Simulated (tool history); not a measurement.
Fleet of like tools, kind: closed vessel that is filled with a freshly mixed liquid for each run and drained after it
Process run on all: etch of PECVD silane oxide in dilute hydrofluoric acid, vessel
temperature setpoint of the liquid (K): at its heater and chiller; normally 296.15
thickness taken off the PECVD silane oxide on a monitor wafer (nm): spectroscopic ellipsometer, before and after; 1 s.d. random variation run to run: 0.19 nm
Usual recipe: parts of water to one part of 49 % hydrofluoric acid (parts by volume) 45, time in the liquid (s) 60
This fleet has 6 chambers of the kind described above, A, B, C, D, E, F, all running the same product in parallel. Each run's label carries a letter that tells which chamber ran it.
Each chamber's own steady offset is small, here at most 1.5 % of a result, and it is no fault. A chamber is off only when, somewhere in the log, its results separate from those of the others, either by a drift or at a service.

run	hour	temperature setpoint of the liquid (K)	parts of water to one part of 49 % hydrofluoric acid (parts by volume)	time in the liquid (s)	hours since the thermometer was replaced	hours since the hydrofluoric acid flow meter was replaced	read-back film thickness of the PECVD silane oxide reference wafer, read on the same gauge (nm)	thickness taken off the PECVD silane oxide on a monitor wafer (nm)
1E	3.4	296.15	45	60	52.6	328.0	100.020	31.478
2D	6.9	296.15	45	60	599.7	1091.6	99.993	31.913
3A	9.9	296.15	45	60	1065.1	227.4	100.000	31.938
4C	12.8	296.15	45	60	424.9	206.4	99.997	31.355
5B	16.2	296.15	45	60	1345.2	913.2	100.030	32.125
6F	20.1	296.15	45	60	1561.3	216.0	100.010	31.941
7F	23.4	296.15	45	60	1564.6	219.3	99.998	31.418
8A	25.6	296.15	45	60	1080.8	243.1	100.020	31.699
9E	29.2	296.15	45	60	78.4	353.8	99.960	31.701
10C	33.5	296.15	45	90	445.6	227.1	99.998	47.601
11B	36.1	296.15	45	90	1365.1	933.1	99.997	47.473
12D	39.1	296.15	45	90	631.9	1123.8	100.020	47.412
13F	41.2	296.15	45	90	1582.4	237.1	100.010	47.707
14C	45.7	296.15	45	90	457.8	239.3	99.978	47.329
15D	49.2	296.15	45	90	642.0	1133.9	100.020	47.578
16E	51.6	296.15	45	60	100.8	376.2	99.968	31.580
17B	55.6	296.15	45	60	1384.6	952.6	100.000	32.082
18A	58.0	296.15	45	60	1113.2	275.5	100.000	31.485
19B	61.4	296.15	45	60	1390.4	958.4	99.985	32.139
# hour 61.8: chamber B: hydrofluoric acid flow meter replaced
20A	64.9	296.15	45	60	1120.1	282.4	100.020	31.164
21D	69.2	296.15	45	60	662.0	1153.9	100.010	31.786
22E	71.9	296.15	45	60	121.1	396.5	100.050	31.556
23C	75.9	298.65	45	60	488.0	269.5	100.010	34.765
# hour 76.4: chamber B: thermometer replaced
24F	80.1	298.65	45	60	1621.3	276.0	99.970	35.438
25C	82.8	298.65	45	60	494.9	276.4	99.984	34.833
26E	85.6	298.65	45	60	134.8	410.2	99.981	35.275
27B	87.6	298.65	45	60	11.2	25.8	99.982	35.633
28D	92.0	298.65	45	60	684.8	1176.7	100.020	35.297
29A	96.1	296.15	45	60	1151.3	313.6	99.996	30.409
30F	98.3	296.15	45	35	1639.5	294.2	100.040	18.507
31C	100.4	296.15	45	35	512.5	294.0	99.965	18.314
32D	102.4	296.15	45	35	695.2	1187.1	100.010	18.562
33B	106.8	296.15	45	35	30.4	45.0	99.985	18.723
34E	109.0	296.15	45	35	158.2	433.6	100.020	18.497
35F	112.3	296.15	45	35	1653.5	308.2	99.979	18.624
36A	114.7	296.15	45	60	1169.9	332.2	100.000	30.074

Read the log: is a single chamber off, either drifting away or since a service, is the gauge that measures every chamber drifting, or is nothing wrong beyond small per-chamber offsets? Name any odd chamber and what most likely caused it.

Chamber A drifts away from the others.
Most likely cause: hydrofluoric acid flow below the setpoint (%) = 5.9.
From this log alone, it may not be told apart from: liquid colder than its thermometer reads (K).

Here are 4 candidates for chamber A's next run, each the usual settings with a change, their results left as question marks. Which one brings its results back in line with what the others give on the usual settings?
Allowed miss from the other chambers' usual-settings mean, per result, to count as in line: thickness taken off the PECVD silane oxide on a monitor wafer (nm) 0.660
37A-1	117.9	296.65	45	60				?
37A-2	117.9	294.65	45	60				?
37A-3	117.9	297.65	45	60				?
37A-4	117.9	295.65	45	60				?

The mean the other chambers reach with the usual settings: thickness taken off the PECVD silane oxide on a monitor wafer (nm) 31.748
run	thickness taken off the PECVD silane oxide on a monitor wafer (nm)
37A-1	30.802
37A-2	28.370
37A-3	32.087
37A-4	29.572
With 37A-3, the chamber falls back in line with the rest.
